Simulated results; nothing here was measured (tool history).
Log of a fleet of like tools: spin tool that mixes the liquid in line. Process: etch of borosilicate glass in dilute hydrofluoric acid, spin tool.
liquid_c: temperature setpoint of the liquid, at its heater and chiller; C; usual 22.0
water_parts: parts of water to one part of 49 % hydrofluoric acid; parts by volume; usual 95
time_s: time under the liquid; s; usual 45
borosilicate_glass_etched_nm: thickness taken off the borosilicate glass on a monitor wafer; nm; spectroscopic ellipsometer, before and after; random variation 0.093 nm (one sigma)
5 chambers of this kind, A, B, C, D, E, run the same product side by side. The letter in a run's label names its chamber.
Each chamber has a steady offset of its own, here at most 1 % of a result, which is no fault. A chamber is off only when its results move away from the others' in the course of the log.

run     day  liquid_c  water_parts  time_s  read-back film thickness of the borosilicate glass reference wafer, read on the same gauge (nm)  borosilicate_glass_etched_nm
 1D   0.417      22.0           95      45                                                                                           70.009                       12.1950
 2A   0.871      22.0           95      45                                                                                           69.955                       12.2850
 3C   1.250      22.0           95      45                                                                                           70.061                       12.1430
 4B   1.746      22.0           95      45                                                                                           69.963                       12.2150
 5E   2.150      25.0           95      45                                                                                           70.046                       14.0100
 6E   2.562      25.0           95      45                                                                                           69.987                       13.8410
 7C   2.888      25.0           95      45                                                                                           69.976                       13.8090
 8B   3.225      25.0           95      45                                                                                           70.023                       14.1670
 9A   3.525      25.0           95      45                                                                                           70.012                       13.8320
10D   4.008      22.0           95      45                                                                                           70.025                       12.2810
11B   4.317      22.0           95      25                                                                                           70.012                        6.9000
12D   4.604      22.0           95      25                                                                                           69.926                        6.8371
13E   5.017      22.0           95      25                                                                                           69.950                        7.0123
14C   5.388      22.0           95      25                                                                                           70.032                        6.7753
15A   5.933      22.0           95      25                                                                                           69.968                        6.8615
16E   6.212      22.0           95      45                                                                                           69.994                       12.7160
17C   6.625      22.0           95      45                                                                                           69.966                       12.2610
18A   7.150      22.0           95      45                                                                                           69.998                       12.3900
19B   7.412      22.0           95      45                                                                                           70.006                       12.2750
20D   7.725      22.0           95      45                                                                                           70.004                       12.1030
21D   8.254      22.0           95      45                                                                                           69.995                       12.2410
22C   8.675      22.0           95      45                                                                                           70.001                       12.2540
23E   9.162      22.0           95      45                                                                                           69.992                       12.9630
24B   9.567      22.0           95      45                                                                                           69.996                       12.4360
25A  10.012      22.0           95      45                                                                                           69.999                       12.3230
26D  10.412      22.0           95      45                                                                                           70.001                       12.2510
27A  10.767      22.0           95      45                                                                                           70.031                       12.3060
28B  11.025      22.0           95      45                                                                                           69.945                       12.3930
29E  11.504      22.0           95      45                                                                                           69.983                       13.2600
30C  11.929      22.0           95      45                                                                                           70.000                       12.3080
31B  12.288      22.0           95      45                                                                                           70.024                       12.2050
32D  12.671      22.0           95      45                                                                                           70.001                       12.2760
33C  13.071      18.5           95      30                                                                                           69.989                        7.0820

What goes on in this fleet: one chamber off, a drifting gauge, or nothing beyond the chambers' own small offsets? Name the chamber and the cause, if any.

Chamber E drifts away from the others.
Cause: liquid hotter than its thermometer reads (K) = 2.05.
The log may not tell that from: hydrofluoric acid flow above the setpoint (%).

Here are 4 candidates for chamber E's next run, each the usual settings with a change, their results left as question marks. Which one brings its results back in line with what the others give on the usual settings?
In line means no further than this from the other chambers' mean on the usual settings: borosilicate_glass_etched_nm 0.3200 nm
34E-1  13.471      24.0           95      45                                                                                                                              ?
34E-2  13.471      26.0           95      45                                                                                                                              ?
34E-3  13.471      18.5           95      45                                                                                                                              ?
34E-4  13.471      20.0           95      45                                                                                                                              ?

The other chambers' mean on the usual settings: borosilicate_glass_etched_nm 12.2760 nm
  run  borosilicate_glass_etched_nm
34E-1                       14.5110
34E-2                       15.6720
34E-3                       11.6580
34E-4                       12.3870
34E-4 brings the chamber back in line.
